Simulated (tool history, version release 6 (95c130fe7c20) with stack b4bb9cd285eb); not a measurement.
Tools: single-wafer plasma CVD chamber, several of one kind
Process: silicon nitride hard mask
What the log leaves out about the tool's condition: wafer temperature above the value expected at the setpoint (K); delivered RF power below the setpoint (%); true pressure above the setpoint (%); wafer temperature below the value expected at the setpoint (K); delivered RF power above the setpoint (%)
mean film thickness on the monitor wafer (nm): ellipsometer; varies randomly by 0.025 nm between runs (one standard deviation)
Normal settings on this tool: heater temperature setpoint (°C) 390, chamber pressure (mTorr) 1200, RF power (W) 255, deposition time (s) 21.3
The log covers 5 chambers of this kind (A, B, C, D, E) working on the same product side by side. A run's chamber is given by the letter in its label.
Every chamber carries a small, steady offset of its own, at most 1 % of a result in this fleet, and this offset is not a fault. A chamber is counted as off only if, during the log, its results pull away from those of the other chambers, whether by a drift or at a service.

run	hour	heater temperature setpoint (°C)	chamber pressure (mTorr)	RF power (W)	deposition time (s)	hours since the last thermocouple change	hours since the last RF generator calibration	hours since the last manometer calibration	read-back reference wafer on the same gauge, thickness_nm	mean film thickness on the monitor wafer (nm)
1A	9.3	390	1200	255	21.3	471.4	453.4	1751.1	17.907	20.071
2C	21.3	390	1200	255	21.3	982.5	250.5	1014.5	17.908	20.307
# hour 23: chamber C: thermocouple changed; heater temperature recalibrated
3B	32.2	390	1200	255	21.3	429	664.7	1648.8	17.906	20.165
# hour 32.5: chamber E: RF generator calibrated
4E	44.3	390	1200	255	21.3	728	11.9	465.1	17.912	20.335
5D	52.6	390	1200	255	21.3	1639.3	738.5	1014.3	17.91	20.164
6B	66.6	390	1200	255	21.3	463.4	699.1	1683.2	17.917	20.138
7E	76	404	1200	255	21.3	759.7	43.6	496.8	17.912	20.263
8C	87.3	404	1200	255	21.3	64.4	316.5	1080.5	17.913	20.145
9D	94.9	404	1200	255	21.3	1681.6	780.8	1056.6	17.915	20.149
10A	103	404	1200	255	21.3	565.1	547.1	1844.8	17.924	19.926
11C	115.3	404	1200	255	21.3	92.4	344.5	1108.5	17.925	20.184
12D	127.8	390	1200	255	21.3	1714.5	813.7	1089.5	17.925	20.229
13E	134.3	390	1200	255	21.3	818	101.9	555.1	17.927	20.429
14B	145.7	390	1200	255	21.3	542.5	778.2	1762.3	17.934	20.195
15A	154.1	390	1200	255	21.3	616.2	598.2	1895.9	17.935	20.02
16A	164.5	390	1200	255	21.3	626.6	608.6	1906.3	17.929	20.077
17C	174.4	390	1200	255	21.3	151.5	403.6	1167.6	17.928	20.347
18D	186.2	390	1200	255	21.3	1772.9	872.1	1147.9	17.94	20.273
19B	195.3	390	1200	255	21.3	592.1	827.8	1811.9	17.934	20.185
20E	206.1	390	1200	255	21.3	889.8	173.7	626.9	17.944	20.454
21C	214.7	390	1200	255	21.3	191.8	443.9	1207.9	17.941	20.373
22A	226.6	390	1200	255	21.3	688.7	670.7	1968.4	17.943	20.074
23D	239.2	390	1200	255	21.3	1825.9	925.1	1200.9	17.95	20.262
24E	250.9	390	1200	255	18.6	934.6	218.5	671.7	17.953	17.844
25B	263	390	1200	255	18.6	659.8	895.5	1879.6	17.959	17.638
# hour 271.9: chamber D: thermocouple changed; heater temperature recalibrated
26E	272.8	390	1200	255	18.6	956.5	240.4	693.6	17.955	17.864
27D	286.3	390	1200	255	18.6	14.5	972.2	1248	17.955	17.686
28C	297.1	390	1200	255	18.6	274.2	526.3	1290.3	17.963	17.763
29B	305.6	390	1200	255	21.3	702.4	938.1	1922.2	17.962	20.192
30A	318.5	390	1200	255	21.3	780.6	762.6	2060.3	17.964	20.064
31A	328.7	379	1200	230	21.3	790.8	772.8	2070.5	17.962	18.795
# hour 341.3: chamber B: capacitance manometer re-zeroed and calibrated
32D	342.8	379	1200	230	21.3	71	1028.7	1304.5	17.97	19.021
33C	354.7	379	1200	230	21.3	331.8	583.9	1347.9	17.972	19.005
34E	363.8	379	1200	230	21.3	1047.5	331.4	784.6	17.97	19.142
35B	375.1	379	1200	230	21.3	771.9	1007.6	33.9	17.976	18.947
# hour 380.2: chamber B: RF generator calibrated
36D	383.1	390	1200	255	21.3	111.3	1069	1344.8	17.976	20.355
37C	395.8	390	1200	255	21.3	372.9	625	1389	17.982	20.369
38E	402	390	1200	255	21.3	1085.7	369.6	822.8	17.979	20.495
39B	416.1	390	1200	255	21.3	812.9	35.9	74.9	17.984	20.273
40A	424.5	390	1200	255	21.3	886.6	868.6	2166.3	17.987	20.107
41C	435.2	390	1200	255	21.3	412.3	664.4	1428.4	17.989	20.388
42E	444.9	390	1200	255	21.3	1128.6	412.5	865.7	17.997	20.507

Decide between three cases: one chamber stands off from its peers, the gauge reading all wafers drifts, or nothing is wrong past each chamber's small offset. Where a chamber is off, say which and what most likely put it there.

No chamber is off; the gauge reading every chamber's wafers drifts, which makes the whole fleet appear to move together.
What lies behind it: gauge reads high (%) = 0.514.

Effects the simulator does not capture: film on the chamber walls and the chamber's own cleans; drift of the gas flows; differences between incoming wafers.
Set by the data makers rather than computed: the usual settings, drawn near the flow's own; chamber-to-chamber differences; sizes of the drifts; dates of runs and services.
